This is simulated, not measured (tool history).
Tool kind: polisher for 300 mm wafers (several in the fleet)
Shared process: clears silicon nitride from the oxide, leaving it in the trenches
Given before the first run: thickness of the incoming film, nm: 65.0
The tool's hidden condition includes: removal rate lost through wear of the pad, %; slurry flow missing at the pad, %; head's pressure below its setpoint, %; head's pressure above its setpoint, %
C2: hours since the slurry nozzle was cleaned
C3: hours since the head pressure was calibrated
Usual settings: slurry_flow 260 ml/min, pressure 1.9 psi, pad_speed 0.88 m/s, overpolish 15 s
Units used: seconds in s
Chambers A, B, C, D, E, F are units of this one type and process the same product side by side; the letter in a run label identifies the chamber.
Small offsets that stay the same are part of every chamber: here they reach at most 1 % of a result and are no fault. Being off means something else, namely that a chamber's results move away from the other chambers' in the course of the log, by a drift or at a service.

-- hour=2.9 chamber D: worn pad replaced by a new one
run 1A hour=4.7 | slurry_flow=260 pressure=1.9 pad_speed=0.88 overpolish=15 | wafers_polished_on_this_pad=482 C2=246.6 C3=529.9 | seconds=130.55
-- hour=5.5 chamber F: slurry nozzle cleaned
run 2E hour=11.2 | slurry_flow=260 pressure=1.9 pad_speed=0.88 overpolish=15 | wafers_polished_on_this_pad=392 C2=204.0 C3=255.2 | seconds=130.47
run 3B hour=17.2 | slurry_flow=260 pressure=1.9 pad_speed=0.88 overpolish=15 | wafers_polished_on_this_pad=245 C2=557.3 C3=546.2 | seconds=135.96
-- hour=25.0 chamber B: slurry nozzle cleaned
run 4C hour=25.4 | slurry_flow=260 pressure=1.9 pad_speed=0.88 overpolish=15 | wafers_polished_on_this_pad=422 C2=665.3 C3=404.5 | seconds=130.74
run 5D hour=30.6 | slurry_flow=295 pressure=2.1 pad_speed=0.88 overpolish=15 | wafers_polished_on_this_pad=184 C2=80.2 C3=159.2 | seconds=115.34
run 6F hour=35.1 | slurry_flow=295 pressure=2.1 pad_speed=0.88 overpolish=15 | wafers_polished_on_this_pad=323 C2=29.6 C3=895.9 | seconds=114.29
run 7B hour=43.0 | slurry_flow=295 pressure=2.1 pad_speed=0.88 overpolish=15 | wafers_polished_on_this_pad=417 C2=18.0 C3=572.0 | seconds=116.53
run 8C hour=49.9 | slurry_flow=295 pressure=2.1 pad_speed=0.88 overpolish=15 | wafers_polished_on_this_pad=585 C2=689.8 C3=429.0 | seconds=120.13
run 9E hour=55.0 | slurry_flow=295 pressure=2.1 pad_speed=0.88 overpolish=15 | wafers_polished_on_this_pad=684 C2=247.8 C3=299.0 | seconds=114.30
-- hour=55.5 chamber C: slurry nozzle cleaned
run 10D hour=59.3 | slurry_flow=295 pressure=2.1 pad_speed=0.88 overpolish=15 | wafers_polished_on_this_pad=375 C2=108.9 C3=187.9 | seconds=118.76
run 11A hour=64.4 | slurry_flow=260 pressure=1.9 pad_speed=0.88 overpolish=23 | wafers_polished_on_this_pad=880 C2=306.3 C3=589.6 | seconds=128.15
-- hour=65.3 chamber F: worn pad replaced by a new one
-- hour=68.5 chamber B: worn pad replaced by a new one
run 12F hour=68.9 | slurry_flow=260 pressure=1.9 pad_speed=0.88 overpolish=23 | wafers_polished_on_this_pad=24 C2=63.4 C3=929.7 | seconds=130.16
run 13F hour=75.6 | slurry_flow=260 pressure=1.9 pad_speed=0.88 overpolish=23 | wafers_polished_on_this_pad=69 C2=70.1 C3=936.4 | seconds=129.31
run 14A hour=83.6 | slurry_flow=260 pressure=1.9 pad_speed=0.88 overpolish=23 | wafers_polished_on_this_pad=1007 C2=325.5 C3=608.8 | seconds=131.59
-- hour=84.1 chamber D: worn pad replaced by a new one
run 15C hour=89.6 | slurry_flow=260 pressure=1.9 pad_speed=0.88 overpolish=23 | wafers_polished_on_this_pad=849 C2=34.1 C3=468.7 | seconds=134.56
run 16B hour=94.8 | slurry_flow=260 pressure=1.9 pad_speed=0.88 overpolish=23 | wafers_polished_on_this_pad=175 C2=69.8 C3=623.8 | seconds=129.46
-- hour=99.6 chamber A: worn pad replaced by a new one
run 17E hour=100.9 | slurry_flow=260 pressure=1.9 pad_speed=0.88 overpolish=15 | wafers_polished_on_this_pad=989 C2=293.7 C3=344.9 | seconds=131.38
run 18D hour=105.6 | slurry_flow=260 pressure=1.9 pad_speed=0.88 overpolish=15 | wafers_polished_on_this_pad=143 C2=155.2 C3=234.2 | seconds=132.00
run 19E hour=110.2 | slurry_flow=260 pressure=1.9 pad_speed=0.88 overpolish=15 | wafers_polished_on_this_pad=1051 C2=303.0 C3=354.2 | seconds=131.18
run 20B hour=118.6 | slurry_flow=260 pressure=1.9 pad_speed=0.88 overpolish=15 | wafers_polished_on_this_pad=333 C2=93.6 C3=647.6 | seconds=126.50
run 21F hour=126.4 | slurry_flow=260 pressure=1.9 pad_speed=0.88 overpolish=15 | wafers_polished_on_this_pad=406 C2=120.9 C3=987.2 | seconds=128.42
-- hour=129.9 chamber F: head pressure recalibrated
run 22D hour=133.5 | slurry_flow=260 pressure=1.9 pad_speed=0.88 overpolish=15 | wafers_polished_on_this_pad=329 C2=183.1 C3=262.1 | seconds=131.01
run 23C hour=137.6 | slurry_flow=260 pressure=1.9 pad_speed=0.88 overpolish=15 | wafers_polished_on_this_pad=1169 C2=82.1 C3=516.7 | seconds=135.71
-- hour=141.7 chamber A: head pressure recalibrated
run 24A hour=142.4 | slurry_flow=260 pressure=1.9 pad_speed=0.88 overpolish=12 | wafers_polished_on_this_pad=285 C2=384.3 C3=0.8 | seconds=130.11
-- hour=144.1 chamber E: worn pad replaced by a new one
-- hour=148.0 chamber F: worn pad replaced by a new one
run 25D hour=148.9 | slurry_flow=260 pressure=1.9 pad_speed=0.88 overpolish=12 | wafers_polished_on_this_pad=431 C2=198.5 C3=277.5 | seconds=127.01
run 26F hour=153.5 | slurry_flow=260 pressure=1.9 pad_speed=0.88 overpolish=12 | wafers_polished_on_this_pad=36 C2=148.0 C3=23.6 | seconds=132.03
-- hour=156.7 chamber B: head pressure recalibrated
run 27C hour=157.6 | slurry_flow=260 pressure=1.9 pad_speed=0.88 overpolish=12 | wafers_polished_on_this_pad=1302 C2=102.1 C3=536.7 | seconds=136.44
-- hour=164.1 chamber B: worn pad replaced by a new one
run 28B hour=164.3 | slurry_flow=260 pressure=1.9 pad_speed=0.88 overpolish=12 | wafers_polished_on_this_pad=1 C2=139.3 C3=7.6 | seconds=133.29
-- hour=164.6 chamber D: worn pad replaced by a new one
run 29A hour=169.1 | slurry_flow=260 pressure=1.9 pad_speed=0.88 overpolish=12 | wafers_polished_on_this_pad=462 C2=411.0 C3=27.5 | seconds=132.39
run 30E hour=174.5 | slurry_flow=260 pressure=1.9 pad_speed=0.88 overpolish=15 | wafers_polished_on_this_pad=202 C2=367.3 C3=418.5 | seconds=131.05
run 31A hour=178.9 | slurry_flow=260 pressure=1.9 pad_speed=0.88 overpolish=15 | wafers_polished_on_this_pad=528 C2=420.8 C3=37.3 | seconds=127.95
run 32E hour=182.7 | slurry_flow=260 pressure=1.9 pad_speed=0.88 overpolish=15 | wafers_polished_on_this_pad=257 C2=375.5 C3=426.7 | seconds=127.01
run 33D hour=189.6 | slurry_flow=260 pressure=1.9 pad_speed=0.88 overpolish=15 | wafers_polished_on_this_pad=166 C2=239.2 C3=318.2 | seconds=130.37
-- hour=197.5 chamber F: slurry nozzle cleaned
run 34C hour=197.7 | slurry_flow=260 pressure=1.5 pad_speed=0.88 overpolish=21 | wafers_polished_on_this_pad=1569 C2=142.2 C3=576.8 | seconds=177.88
run 35B hour=201.7 | slurry_flow=260 pressure=1.5 pad_speed=0.88 overpolish=21 | wafers_polished_on_this_pad=250 C2=176.7 C3=45.0 | seconds=165.16
run 36F hour=208.0 | slurry_flow=260 pressure=1.5 pad_speed=0.88 overpolish=21 | wafers_polished_on_this_pad=399 C2=10.5 C3=78.1 | seconds=163.85

All chambers now run identical settings, listed one chamber a line with results as question marks. What results will each chamber show?
run 37A hour=214.1 | slurry_flow=260 pressure=1.9 pad_speed=0.88 overpolish=15 | seconds=?
run 37B hour=214.1 | slurry_flow=260 pressure=1.9 pad_speed=0.88 overpolish=15 | seconds=?
run 37C hour=214.1 | slurry_flow=260 pressure=1.9 pad_speed=0.88 overpolish=15 | seconds=?
run 37D hour=214.1 | slurry_flow=260 pressure=1.9 pad_speed=0.88 overpolish=15 | seconds=?
run 37E hour=214.1 | slurry_flow=260 pressure=1.9 pad_speed=0.88 overpolish=15 | seconds=?
run 37F hour=214.1 | slurry_flow=260 pressure=1.9 pad_speed=0.88 overpolish=15 | seconds=?

run=37A seconds=130.59
run=37B seconds=128.62
run=37C seconds=137.98
run=37D seconds=128.04
run=37E seconds=130.95
run=37F seconds=128.26
